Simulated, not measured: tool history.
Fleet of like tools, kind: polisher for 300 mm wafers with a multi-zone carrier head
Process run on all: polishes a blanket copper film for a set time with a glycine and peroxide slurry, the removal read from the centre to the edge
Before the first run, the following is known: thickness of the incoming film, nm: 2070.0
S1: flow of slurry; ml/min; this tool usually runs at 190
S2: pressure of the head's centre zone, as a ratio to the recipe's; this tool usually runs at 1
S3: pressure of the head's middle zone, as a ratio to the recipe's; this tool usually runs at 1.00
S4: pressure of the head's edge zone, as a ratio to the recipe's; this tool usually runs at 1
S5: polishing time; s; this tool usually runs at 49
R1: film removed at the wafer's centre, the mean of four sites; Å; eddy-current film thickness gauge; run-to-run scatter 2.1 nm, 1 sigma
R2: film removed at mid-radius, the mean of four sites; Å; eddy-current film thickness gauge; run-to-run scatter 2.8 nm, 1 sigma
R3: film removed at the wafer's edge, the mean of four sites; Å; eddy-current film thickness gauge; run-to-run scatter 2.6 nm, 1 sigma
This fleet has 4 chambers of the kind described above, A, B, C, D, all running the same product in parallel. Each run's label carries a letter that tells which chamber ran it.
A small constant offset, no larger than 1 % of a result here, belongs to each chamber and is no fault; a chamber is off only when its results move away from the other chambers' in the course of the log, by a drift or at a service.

At hour 2.5: chamber A: worn pad replaced by a new one.
Run 1C, hour 10.3: usual settings. Result: R1 2331.2 Å, R2 2319.3 Å, R3 2322.1 Å.
At hour 12.3: chamber B: worn pad replaced by a new one.
Run 2D, hour 23.5: usual settings. Result: R1 2306.4 Å, R2 2332.0 Å, R3 2318.2 Å.
Run 3B, hour 30.9: usual settings. Result: R1 2309.2 Å, R2 2349.3 Å, R3 2287.4 Å.
Run 4A, hour 41.6: usual settings. Result: R1 2332.4 Å, R2 2337.0 Å, R3 2368.4 Å.
At hour 44.3: chamber D: worn pad replaced by a new one.
Run 5A, hour 51.9: usual settings. Result: R1 2355.8 Å, R2 2363.2 Å, R3 2325.1 Å.
Run 6D, hour 59.7: usual settings. Result: R1 2338.0 Å, R2 2284.5 Å, R3 2320.6 Å.
At hour 61.5: chamber C: worn pad replaced by a new one.
Run 7B, hour 68.4: usual settings but S1 225 ml/min, S5 40 s. Result: R1 1937.3 Å, R2 1934.6 Å, R3 1982.9 Å.
At hour 74.0: chamber A: worn pad replaced by a new one.
Run 8C, hour 76.4: usual settings but S1 225 ml/min, S5 40 s. Result: R1 1957.5 Å, R2 1949.4 Å, R3 1903.8 Å.
Run 9D, hour 86.2: usual settings but S1 225 ml/min, S5 40 s. Result: R1 1971.2 Å, R2 1957.6 Å, R3 1937.1 Å.
At hour 91.5: chamber C: centre zone pressure recalibrated.
At hour 93.7: chamber D: slurry nozzle cleaned.
Run 10A, hour 94.3: usual settings but S1 225 ml/min, S5 40 s. Result: R1 1992.9 Å, R2 1914.9 Å, R3 1955.1 Å.
At hour 103.5: chamber B: worn pad replaced by a new one.
Run 11B, hour 107.2: usual settings. Result: R1 2313.4 Å, R2 2354.1 Å, R3 2288.3 Å.
Run 12C, hour 115.8: usual settings. Result: R1 2153.3 Å, R2 2280.9 Å, R3 2307.8 Å.
Run 13A, hour 127.1: usual settings. Result: R1 2385.9 Å, R2 2278.9 Å, R3 2339.5 Å.
At hour 130.1: chamber C: worn pad replaced by a new one.
At hour 133.3: chamber D: centre zone pressure recalibrated.
Run 14B, hour 139.2: usual settings but S1 130 ml/min. Result: R1 2156.7 Å, R2 2199.4 Å, R3 2206.1 Å.
At hour 143.2: chamber A: worn pad replaced by a new one.
Run 15C, hour 151.1: usual settings but S1 130 ml/min. Result: R1 2009.6 Å, R2 2149.5 Å, R3 2223.7 Å.
At hour 153.4: chamber D: worn pad replaced by a new one.
Run 16D, hour 160.3: usual settings but S1 130 ml/min. Result: R1 2152.7 Å, R2 2198.1 Å, R3 2182.8 Å.
Run 17B, hour 167.1: usual settings but S1 130 ml/min. Result: R1 2149.9 Å, R2 2151.8 Å, R3 2237.4 Å.
Run 18A, hour 179.3: usual settings. Result: R1 2348.0 Å, R2 2320.9 Å, R3 2339.2 Å.
Run 19C, hour 190.6: usual settings. Result: R1 2166.7 Å, R2 2333.6 Å, R3 2293.4 Å.
At hour 193.9: chamber B: worn pad replaced by a new one.
At hour 202.5: chamber C: worn pad replaced by a new one.
Run 20D, hour 202.8: usual settings. Result: R1 2308.6 Å, R2 2329.1 Å, R3 2305.0 Å.
At hour 208.5: chamber C: slurry nozzle cleaned.
Run 21C, hour 216.0: usual settings. Result: R1 2142.2 Å, R2 2376.7 Å, R3 2293.5 Å.
At hour 222.2: chamber A: worn pad replaced by a new one.
Run 22D, hour 225.1: usual settings. Result: R1 2319.5 Å, R2 2357.6 Å, R3 2345.0 Å.
Run 23A, hour 231.8: usual settings. Result: R1 2375.0 Å, R2 2313.5 Å, R3 2384.4 Å.
Run 24B, hour 240.5: usual settings. Result: R1 2343.0 Å, R2 2395.6 Å, R3 2330.5 Å.
Run 25D, hour 247.3: usual settings but S3 0.89, S5 55 s. Result: R1 2617.6 Å, R2 2333.7 Å, R3 2615.0 Å.
Run 26C, hour 256.7: usual settings but S3 0.89, S5 55 s. Result: R1 2427.5 Å, R2 2389.0 Å, R3 2575.9 Å.
Run 27B, hour 268.7: usual settings but S3 0.89, S5 55 s. Result: R1 2606.6 Å, R2 2378.9 Å, R3 2646.2 Å.
Run 28A, hour 279.4: usual settings but S3 0.89, S5 55 s. Result: R1 2655.1 Å, R2 2380.1 Å, R3 2616.4 Å.
Run 29A, hour 287.1: usual settings. Result: R1 2363.4 Å, R2 2301.1 Å, R3 2334.4 Å.

Decide between three cases: one chamber stands off from its peers, the gauge reading all wafers drifts, or nothing is wrong past each chamber's small offset. Where a chamber is off, say which and what most likely put it there.

A service on chamber C put it out of line with the rest.
Likeliest cause: centre zone's pressure below its setpoint, % = 6.56.

Below are 4 candidate recipes for chamber C's next run, each the usual settings with a change, their results shown as question marks. Which of them brings C's results back in line with what the other chambers give on the usual settings?
To be in line, a result may differ from the other chambers' mean on the usual settings by at most: R1 74.0 Å; R2 97.0 Å; R3 90.0 Å
Run 30C-1, hour 297.2: usual settings but S1 185 ml/min, S2 0.94, S3 1.01, S4 1.02. Result: R1 ?, R2 ?, R3 ?.
Run 30C-2, hour 297.2: usual settings but S1 195 ml/min, S2 1.06, S3 0.99, S4 0.98, S5 50 s. Result: R1 ?, R2 ?, R3 ?.
Run 30C-3, hour 297.2: usual settings but S1 200 ml/min, S2 1.11, S3 0.98, S4 0.96, S5 50 s. Result: R1 ?, R2 ?, R3 ?.
Run 30C-4, hour 297.2: usual settings but S1 185 ml/min, S2 0.89, S3 1.02, S4 1.04, S5 48 s. Result: R1 ?, R2 ?, R3 ?.

On the usual settings, the other chambers give on average: R1 2337.4 Å; R2 2331.0 Å; R3 2321.8 Å
  run      R1      R2      R3
30C-1  2009.3  2331.6  2322.4
30C-2  2363.8  2354.0  2335.4
30C-3  2497.0  2340.7  2317.5
30C-4  1851.3  2305.0  2298.1
The right change is 30C-2: it brings the chamber back within the allowed miss of the others.
